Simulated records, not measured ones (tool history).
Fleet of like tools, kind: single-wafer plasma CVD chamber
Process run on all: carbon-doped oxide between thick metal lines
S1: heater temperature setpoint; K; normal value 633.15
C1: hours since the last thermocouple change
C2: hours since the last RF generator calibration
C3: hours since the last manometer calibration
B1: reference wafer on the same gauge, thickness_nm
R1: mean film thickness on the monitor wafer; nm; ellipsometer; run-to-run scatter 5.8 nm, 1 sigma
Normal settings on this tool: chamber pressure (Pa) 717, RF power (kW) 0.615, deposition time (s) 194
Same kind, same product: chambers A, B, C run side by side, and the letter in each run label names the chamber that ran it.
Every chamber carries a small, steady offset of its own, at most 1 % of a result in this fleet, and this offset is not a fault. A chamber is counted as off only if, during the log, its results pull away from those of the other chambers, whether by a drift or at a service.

run 1A day=0.146 | S1=633.15 chamber_pressure_(Pa)=717 RF_power_(kW)=0.615 deposition_time_(s)=194 | C1=618.6 C2=299.6 C3=852.2 | B1=1171.5 | R1=1094.3
run 2C day=0.25 | S1=633.15 chamber_pressure_(Pa)=717 RF_power_(kW)=0.615 deposition_time_(s)=194 | C1=651.5 C2=1729 C3=1003.1 | B1=1169.4 | R1=1092.6
run 3B day=0.362 | S1=633.15 chamber_pressure_(Pa)=717 RF_power_(kW)=0.615 deposition_time_(s)=194 | C1=1158 C2=168.6 C3=998.1 | B1=1169.7 | R1=1097.2
-- day=0.388 chamber C: RF generator calibrated
run 4C day=0.496 | S1=633.15 chamber_pressure_(Pa)=717 RF_power_(kW)=0.615 deposition_time_(s)=194 | C1=657.4 C2=2.7 C3=1009 | B1=1169.7 | R1=1087.5
run 5B day=0.633 | S1=633.15 chamber_pressure_(Pa)=717 RF_power_(kW)=0.615 deposition_time_(s)=194 | C1=1164.5 C2=175.1 C3=1004.6 | B1=1170.7 | R1=1103.7
run 6A day=0.725 | S1=633.15 chamber_pressure_(Pa)=717 RF_power_(kW)=0.615 deposition_time_(s)=194 | C1=632.5 C2=313.5 C3=866.1 | B1=1171.4 | R1=1093.5
run 7A day=0.892 | S1=633.15 chamber_pressure_(Pa)=717 RF_power_(kW)=0.615 deposition_time_(s)=194 | C1=636.5 C2=317.5 C3=870.1 | B1=1169.9 | R1=1090.4
run 8B day=0.975 | S1=633.15 chamber_pressure_(Pa)=717 RF_power_(kW)=0.615 deposition_time_(s)=194 | C1=1172.7 C2=183.3 C3=1012.8 | B1=1170.6 | R1=1096.6
run 9C day=1.15 | S1=633.15 chamber_pressure_(Pa)=717 RF_power_(kW)=0.615 deposition_time_(s)=194 | C1=673.1 C2=18.4 C3=1024.7 | B1=1169.6 | R1=1107
run 10A day=1.304 | S1=633.15 chamber_pressure_(Pa)=717 RF_power_(kW)=0.615 deposition_time_(s)=194 | C1=646.4 C2=327.4 C3=880 | B1=1168.3 | R1=1090.1
run 11C day=1.479 | S1=633.15 chamber_pressure_(Pa)=717 RF_power_(kW)=0.615 deposition_time_(s)=194 | C1=681 C2=26.3 C3=1032.6 | B1=1169.9 | R1=1096.7
run 12B day=1.617 | S1=633.15 chamber_pressure_(Pa)=717 RF_power_(kW)=0.615 deposition_time_(s)=194 | C1=1188.1 C2=198.7 C3=1028.2 | B1=1169.4 | R1=1107.8
run 13C day=1.733 | S1=633.15 chamber_pressure_(Pa)=717 RF_power_(kW)=0.615 deposition_time_(s)=194 | C1=687.1 C2=32.4 C3=1038.7 | B1=1170.6 | R1=1091.3
run 14B day=1.9 | S1=646.15 chamber_pressure_(Pa)=717 RF_power_(kW)=0.615 deposition_time_(s)=194 | C1=1194.9 C2=205.5 C3=1035 | B1=1168.5 | R1=1084.8
run 15A day=2.058 | S1=646.15 chamber_pressure_(Pa)=717 RF_power_(kW)=0.615 deposition_time_(s)=194 | C1=664.5 C2=345.5 C3=898.1 | B1=1169.5 | R1=1044.1
run 16B day=2.254 | S1=646.15 chamber_pressure_(Pa)=717 RF_power_(kW)=0.615 deposition_time_(s)=194 | C1=1203.4 C2=214 C3=1043.5 | B1=1169.4 | R1=1076.8
run 17A day=2.412 | S1=633.15 chamber_pressure_(Pa)=717 RF_power_(kW)=0.615 deposition_time_(s)=194 | C1=673 C2=354 C3=906.6 | B1=1171.3 | R1=1077.4
run 18C day=2.5 | S1=633.15 chamber_pressure_(Pa)=717 RF_power_(kW)=0.615 deposition_time_(s)=194 | C1=705.5 C2=50.8 C3=1057.1 | B1=1171 | R1=1085.7
run 19C day=2.633 | S1=633.15 chamber_pressure_(Pa)=717 RF_power_(kW)=0.615 deposition_time_(s)=194 | C1=708.7 C2=54 C3=1060.3 | B1=1170.9 | R1=1089.9
run 20B day=2.733 | S1=633.15 chamber_pressure_(Pa)=717 RF_power_(kW)=0.615 deposition_time_(s)=194 | C1=1214.9 C2=225.5 C3=1055 | B1=1171.1 | R1=1108.3
run 21A day=2.842 | S1=633.15 chamber_pressure_(Pa)=717 RF_power_(kW)=0.615 deposition_time_(s)=194 | C1=683.3 C2=364.3 C3=916.9 | B1=1171.1 | R1=1056.2
run 22A day=2.975 | S1=633.15 chamber_pressure_(Pa)=717 RF_power_(kW)=0.615 deposition_time_(s)=194 | C1=686.5 C2=367.5 C3=920.1 | B1=1169.1 | R1=1071
run 23B day=3.108 | S1=633.15 chamber_pressure_(Pa)=717 RF_power_(kW)=0.615 deposition_time_(s)=194 | C1=1223.9 C2=234.5 C3=1064 | B1=1171.5 | R1=1095.6
run 24C day=3.2 | S1=633.15 chamber_pressure_(Pa)=717 RF_power_(kW)=0.615 deposition_time_(s)=194 | C1=722.3 C2=67.6 C3=1073.9 | B1=1170.9 | R1=1095.5
-- day=3.229 chamber A: capacitance manometer re-zeroed and calibrated
run 25A day=3.375 | S1=633.15 chamber_pressure_(Pa)=717 RF_power_(kW)=0.615 deposition_time_(s)=194 | C1=696.1 C2=377.1 C3=3.5 | B1=1171 | R1=1060.8
run 26B day=3.517 | S1=633.15 chamber_pressure_(Pa)=717 RF_power_(kW)=0.615 deposition_time_(s)=194 | C1=1233.7 C2=244.3 C3=1073.8 | B1=1170.4 | R1=1103.8
run 27C day=3.667 | S1=633.15 chamber_pressure_(Pa)=792 RF_power_(kW)=0.615 deposition_time_(s)=194 | C1=733.5 C2=78.8 C3=1085.1 | B1=1169 | R1=1108.8
run 28B day=3.833 | S1=633.15 chamber_pressure_(Pa)=792 RF_power_(kW)=0.615 deposition_time_(s)=194 | C1=1241.3 C2=251.9 C3=1081.4 | B1=1170 | R1=1127.4
run 29C day=3.992 | S1=633.15 chamber_pressure_(Pa)=792 RF_power_(kW)=0.615 deposition_time_(s)=194 | C1=741.3 C2=86.6 C3=1092.9 | B1=1171.9 | R1=1109
run 30A day=4.088 | S1=633.15 chamber_pressure_(Pa)=717 RF_power_(kW)=0.615 deposition_time_(s)=194 | C1=713.2 C2=394.2 C3=20.6 | B1=1171.3 | R1=1044.6
run 31A day=4.229 | S1=633.15 chamber_pressure_(Pa)=717 RF_power_(kW)=0.615 deposition_time_(s)=194 | C1=716.6 C2=397.6 C3=24 | B1=1169.8 | R1=1033.5
run 32B day=4.404 | S1=633.15 chamber_pressure_(Pa)=717 RF_power_(kW)=0.615 deposition_time_(s)=194 | C1=1255 C2=265.6 C3=1095.1 | B1=1170.3 | R1=1094.5

Each of the 3 chambers runs these same settings next. Fill in every chamber's results:
run 33A day=4.542 | S1=633.15 chamber_pressure_(Pa)=717 RF_power_(kW)=0.615 deposition_time_(s)=194 | R1=?
run 33B day=4.542 | S1=633.15 chamber_pressure_(Pa)=717 RF_power_(kW)=0.615 deposition_time_(s)=194 | R1=?
run 33C day=4.542 | S1=633.15 chamber_pressure_(Pa)=717 RF_power_(kW)=0.615 deposition_time_(s)=194 | R1=?

run=33A R1=1037.1
run=33B R1=1103.1
run=33C R1=1101.9
